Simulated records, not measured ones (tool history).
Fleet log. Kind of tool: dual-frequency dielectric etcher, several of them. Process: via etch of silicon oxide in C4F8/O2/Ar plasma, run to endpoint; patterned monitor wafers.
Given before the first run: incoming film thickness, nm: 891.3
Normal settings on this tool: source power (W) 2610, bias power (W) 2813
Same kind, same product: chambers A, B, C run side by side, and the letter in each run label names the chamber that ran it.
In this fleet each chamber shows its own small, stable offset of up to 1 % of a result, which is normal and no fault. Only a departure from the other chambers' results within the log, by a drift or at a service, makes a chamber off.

{"run": "1C", "hour": 4.4, "source power (W)": 2610, "bias power (W)": 2813, "endpoint time (s)": 144.25}
{"run": "2A", "hour": 10.3, "source power (W)": 2610, "bias power (W)": 2813, "endpoint time (s)": 143.23}
{"run": "3B", "hour": 15.6, "source power (W)": 2610, "bias power (W)": 2813, "endpoint time (s)": 144.49}
{"run": "4C", "hour": 18.8, "source power (W)": 2610, "bias power (W)": 2813, "endpoint time (s)": 144.27}
{"run": "5B", "hour": 23.1, "source power (W)": 2610, "bias power (W)": 2813, "endpoint time (s)": 144.06}
{"run": "6A", "hour": 28.8, "source power (W)": 2610, "bias power (W)": 2813, "endpoint time (s)": 143.03}
{"run": "7C", "hour": 35.8, "source power (W)": 2220, "bias power (W)": 3022, "endpoint time (s)": 149.07}
{"run": "8A", "hour": 39.7, "source power (W)": 2220, "bias power (W)": 3022, "endpoint time (s)": 150.02}
{"run": "9B", "hour": 43.5, "source power (W)": 2220, "bias power (W)": 3022, "endpoint time (s)": 148.42}
{"run": "10B", "hour": 48.7, "source power (W)": 2610, "bias power (W)": 2813, "endpoint time (s)": 143.01}
{"run": "11A", "hour": 55.5, "source power (W)": 2940, "bias power (W)": 3190, "endpoint time (s)": 131.89}
{"run": "12C", "hour": 61.1, "source power (W)": 2940, "bias power (W)": 3190, "endpoint time (s)": 131.29}
{"run": "13B", "hour": 68.2, "source power (W)": 2940, "bias power (W)": 3190, "endpoint time (s)": 131.73}
{"run": "14C", "hour": 73.0, "source power (W)": 2610, "bias power (W)": 2813, "endpoint time (s)": 143.65}
{"run": "15A", "hour": 78.2, "source power (W)": 2610, "bias power (W)": 2813, "endpoint time (s)": 143.28}
{"run": "16B", "hour": 82.2, "source power (W)": 2610, "bias power (W)": 2813, "endpoint time (s)": 143.76}
{"run": "17A", "hour": 87.5, "source power (W)": 2610, "bias power (W)": 2813, "endpoint time (s)": 143.68}
{"run": "18C", "hour": 93.9, "source power (W)": 2610, "bias power (W)": 2813, "endpoint time (s)": 142.37}
{"hour": 97.4, "done": "chamber A: bias power generator calibrated"}
{"run": "19C", "hour": 99.8, "source power (W)": 2610, "bias power (W)": 2813, "endpoint time (s)": 142.85}
{"run": "20B", "hour": 103.1, "source power (W)": 2610, "bias power (W)": 2813, "endpoint time (s)": 144}
{"run": "21A", "hour": 106.9, "source power (W)": 2610, "bias power (W)": 2813, "endpoint time (s)": 143.68}
{"hour": 108.5, "done": "chamber C: wet clean of the chamber"}
{"run": "22A", "hour": 113.1, "source power (W)": 2080, "bias power (W)": 2151, "endpoint time (s)": 170.89}
{"run": "23B", "hour": 118.5, "source power (W)": 2080, "bias power (W)": 2151, "endpoint time (s)": 169.65}
{"run": "24C", "hour": 124.7, "source power (W)": 2080, "bias power (W)": 2151, "endpoint time (s)": 172.54}
{"run": "25B", "hour": 131.3, "source power (W)": 2610, "bias power (W)": 2813, "endpoint time (s)": 142.66}
{"run": "26A", "hour": 135.8, "source power (W)": 2610, "bias power (W)": 2813, "endpoint time (s)": 145.55}
{"run": "27C", "hour": 142.4, "source power (W)": 2610, "bias power (W)": 2813, "endpoint time (s)": 144.6}
{"run": "28B", "hour": 147.7, "source power (W)": 2610, "bias power (W)": 2813, "endpoint time (s)": 143.7}
{"run": "29C", "hour": 151.2, "source power (W)": 2310, "bias power (W)": 2813, "endpoint time (s)": 150.72}
{"run": "30A", "hour": 158.2, "source power (W)": 2310, "bias power (W)": 2813, "endpoint time (s)": 152.55}
{"run": "31C", "hour": 162.1, "source power (W)": 2310, "bias power (W)": 2813, "endpoint time (s)": 151.13}
{"run": "32B", "hour": 166.3, "source power (W)": 2610, "bias power (W)": 2813, "endpoint time (s)": 144.56}
{"run": "33A", "hour": 173.1, "source power (W)": 2610, "bias power (W)": 2813, "endpoint time (s)": 146.57}
{"run": "34C", "hour": 176.3, "source power (W)": 2610, "bias power (W)": 2813, "endpoint time (s)": 143.05}
{"run": "35B", "hour": 183.6, "source power (W)": 2610, "bias power (W)": 2813, "endpoint time (s)": 143.98}
{"run": "36A", "hour": 190.3, "source power (W)": 2610, "bias power (W)": 3194, "endpoint time (s)": 140.99}
{"run": "37B", "hour": 195.6, "source power (W)": 2610, "bias power (W)": 3194, "endpoint time (s)": 138.25}
{"run": "38A", "hour": 199.0, "source power (W)": 2610, "bias power (W)": 3194, "endpoint time (s)": 141.45}

Which is it: a chamber that has drifted or been left off by a service, a gauge drift common to all chambers, or only each chamber's usual small offset? If a chamber is off, name it and its likeliest cause.

One chamber, A, drifts off from the rest bit by bit.
What lies behind it: etch rate under this chamber's usual, % = 2.63.

Chamber A could run next with any of the 4 candidate recipes listed below; each alters the usual settings, and their results appear as question marks. Which one brings its results back in line with what the other chambers deliver on the usual settings?
To be in line, a result may differ from the other chambers' mean on the usual settings by at most: endpoint time (s) 2.4
{"run": "39A-1", "hour": 204.2, "source power (W)": 2520, "bias power (W)": 2736, "endpoint time (s)": "?"}
{"run": "39A-2", "hour": 204.2, "source power (W)": 2820, "bias power (W)": 2993, "endpoint time (s)": "?"}
{"run": "39A-3", "hour": 204.2, "source power (W)": 2700, "bias power (W)": 2890, "endpoint time (s)": "?"}
{"run": "39A-4", "hour": 204.2, "source power (W)": 2610, "bias power (W)": 2333, "endpoint time (s)": "?"}

Usual-settings mean across the other chambers: endpoint time (s) 143.77
run=39A-1 endpoint_time_(s)=150.08
run=39A-2 endpoint_time_(s)=139.63
run=39A-3 endpoint_time_(s)=143.6
run=39A-4 endpoint_time_(s)=155.25
With 39A-3, the chamber falls back in line with the rest.

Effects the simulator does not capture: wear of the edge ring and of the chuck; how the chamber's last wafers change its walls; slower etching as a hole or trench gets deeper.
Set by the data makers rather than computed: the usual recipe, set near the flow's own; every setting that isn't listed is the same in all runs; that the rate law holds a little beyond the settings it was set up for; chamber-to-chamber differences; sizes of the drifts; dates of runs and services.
